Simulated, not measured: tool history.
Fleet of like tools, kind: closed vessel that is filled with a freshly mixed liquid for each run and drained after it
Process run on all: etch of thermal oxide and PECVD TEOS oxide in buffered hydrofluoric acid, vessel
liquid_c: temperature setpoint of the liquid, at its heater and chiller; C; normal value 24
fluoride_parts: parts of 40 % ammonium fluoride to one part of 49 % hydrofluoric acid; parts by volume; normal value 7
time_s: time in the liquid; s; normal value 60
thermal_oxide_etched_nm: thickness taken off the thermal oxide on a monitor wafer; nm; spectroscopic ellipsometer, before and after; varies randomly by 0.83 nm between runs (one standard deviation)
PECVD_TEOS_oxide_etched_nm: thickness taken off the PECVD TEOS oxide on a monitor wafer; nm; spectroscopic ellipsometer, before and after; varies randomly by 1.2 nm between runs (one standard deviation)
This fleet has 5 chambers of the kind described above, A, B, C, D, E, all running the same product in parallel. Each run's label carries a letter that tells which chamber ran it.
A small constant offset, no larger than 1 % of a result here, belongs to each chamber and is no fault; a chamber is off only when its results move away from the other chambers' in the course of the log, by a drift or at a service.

run   hour  liquid_c  fluoride_parts  time_s  hours since the thermometer was replaced  hours since the hydrofluoric acid flow meter was replaced  read-back film thickness of the thermal oxide reference wafer, read on the same gauge (nm)  read-back film thickness of the PECVD TEOS oxide reference wafer, read on the same gauge (nm)  thermal_oxide_etched_nm  PECVD_TEOS_oxide_etched_nm
 1E   10.6        24               7      60                                     749.3                                                     1121.1                                                                                      40.047                                                                                         150.04                    97.49                      119.11
 2A   17.5        24               7      60                                      34.8                                                      979.2                                                                                      39.991                                                                                         150.03                   98.938                      120.61
 3C   28.1        24               7      60                                     335.4                                                      854.5                                                                                       39.98                                                                                         149.99                   98.083                      119.92
 4D   39.9        24               7      60                                    1865.2                                                      111.6                                                                                      39.962                                                                                         149.98                   96.543                      120.53
 5B   52.3        24               7      60                                     570.1                                                         97                                                                                      39.996                                                                                         149.99                   96.141                      121.26
 6D   63.6        24               7      60                                    1888.9                                                      135.3                                                                                      40.026                                                                                         149.99                   99.281                      120.48
 7A   71.1        24               7      60                                      88.4                                                     1032.8                                                                                      40.008                                                                                         150.01                   98.839                      120.48
 8C   80.2        24               7      60                                     387.5                                                      906.6                                                                                      39.981                                                                                         150.01                   97.996                      120.34
 9E   91.5        24               7      60                                     830.2                                                       1202                                                                                       39.95                                                                                         149.97                     96.8                      117.16
10B   98.7        24               7      60                                     616.5                                                      143.4                                                                                      39.962                                                                                         149.98                   96.367                      121.26
11D  106.2        24               7      60                                    1931.5                                                      177.9                                                                                      39.986                                                                                         149.97                   98.431                      117.37
12C  112.7        24               7      60                                       420                                                      939.1                                                                                      40.007                                                                                         149.99                   98.467                      122.43
13E  120.3        24               7      60                                       859                                                     1230.8                                                                                      40.003                                                                                         150.01                   96.749                       119.3
14B  130.3        24               7      60                                     648.1                                                        175                                                                                      40.003                                                                                         149.99                   96.633                      120.79
15A  138.4        24               7      60                                     155.7                                                     1100.1                                                                                      40.017                                                                                            150                    97.69                      121.21
16A  150.9        24               7      60                                     168.2                                                     1112.6                                                                                      39.995                                                                                            150                     97.6                      120.19
17E  156.9        24               7      60                                     895.6                                                     1267.4                                                                                      39.999                                                                                         149.98                   97.878                      119.68
     161.6  -- chamber A: hydrofluoric acid flow meter replaced
18D  164.9        24               7      60                                    1990.2                                                      236.6                                                                                      39.967                                                                                         149.98                   97.217                      119.34
19C  173.9        24               7      60                                     481.2                                                     1000.3                                                                                      39.991                                                                                         149.98                   98.574                      120.01
20B  182.1        24               7      60                                     699.9                                                      226.8                                                                                      40.006                                                                                         149.98                   96.867                      122.41
21C  188.4        24               5      60                                     495.7                                                     1014.8                                                                                       39.99                                                                                         150.05                   131.74                      160.19
22A  194.8        24               5      60                                     212.1                                                       33.3                                                                                       40.01                                                                                         150.01                   128.36                      158.86
23D  203.8        24               5      60                                    2029.1                                                      275.5                                                                                      40.005                                                                                            150                   130.55                      160.76
24B  212.2        24               5      60                                       730                                                      256.9                                                                                      39.995                                                                                         150.05                   131.15                      161.07
25E  222.8        24               5      60                                     961.5                                                     1333.3                                                                                      40.007                                                                                         149.99                   129.28                      159.86
26B  232.2        24               7      60                                       750                                                      276.9                                                                                          40                                                                                            150                   96.737                      118.04
27C  244.7        24               7      60                                       552                                                     1071.1                                                                                      40.006                                                                                         149.98                   98.545                      120.99
28E  254.9        24               7      60                                     993.6                                                     1365.4                                                                                       39.98                                                                                            150                   97.783                      119.29
29A  264.6        24               7      60                                     281.9                                                      103.1                                                                                      40.006                                                                                         149.99                   98.775                      120.47
30D  274.7        24             5.5      70                                      2100                                                      346.4                                                                                      39.993                                                                                         149.99                    139.3                      172.16
31A  287.4        24             5.5      70                                     304.7                                                      125.9                                                                                      39.993                                                                                         150.01                   140.65                      173.15
32E    296        24             5.5      70                                    1034.7                                                     1406.5                                                                                      39.948                                                                                            150                   140.01                      172.41
33D  306.4        24             5.5      70                                    2131.7                                                      378.1                                                                                      39.953                                                                                         149.99                   139.93                      173.11
34B  312.6        24             5.5      70                                     830.4                                                      357.3                                                                                      39.994                                                                                            150                   140.14                      172.64
35C  325.2        24               7      60                                     632.5                                                     1151.6                                                                                      39.993                                                                                         149.96                   97.034                      119.28
36D  336.6        24               7      60                                    2161.9                                                      408.3                                                                                      39.963                                                                                            150                   96.619                      119.66
37B  344.8        24               7      60                                     862.6                                                      389.5                                                                                       39.97                                                                                         150.03                   96.382                      120.46
38E  356.6        24               7      60                                    1095.3                                                     1467.1                                                                                      39.974                                                                                         149.96                   96.869                      120.26

Is one chamber out of step, is the gauge drifting, or do the chambers differ by no more than their own small offsets? For an off chamber, give its letter and the likeliest cause.

Neither any chamber nor the gauge drifts; the chambers differ only by their own small, steady offsets.
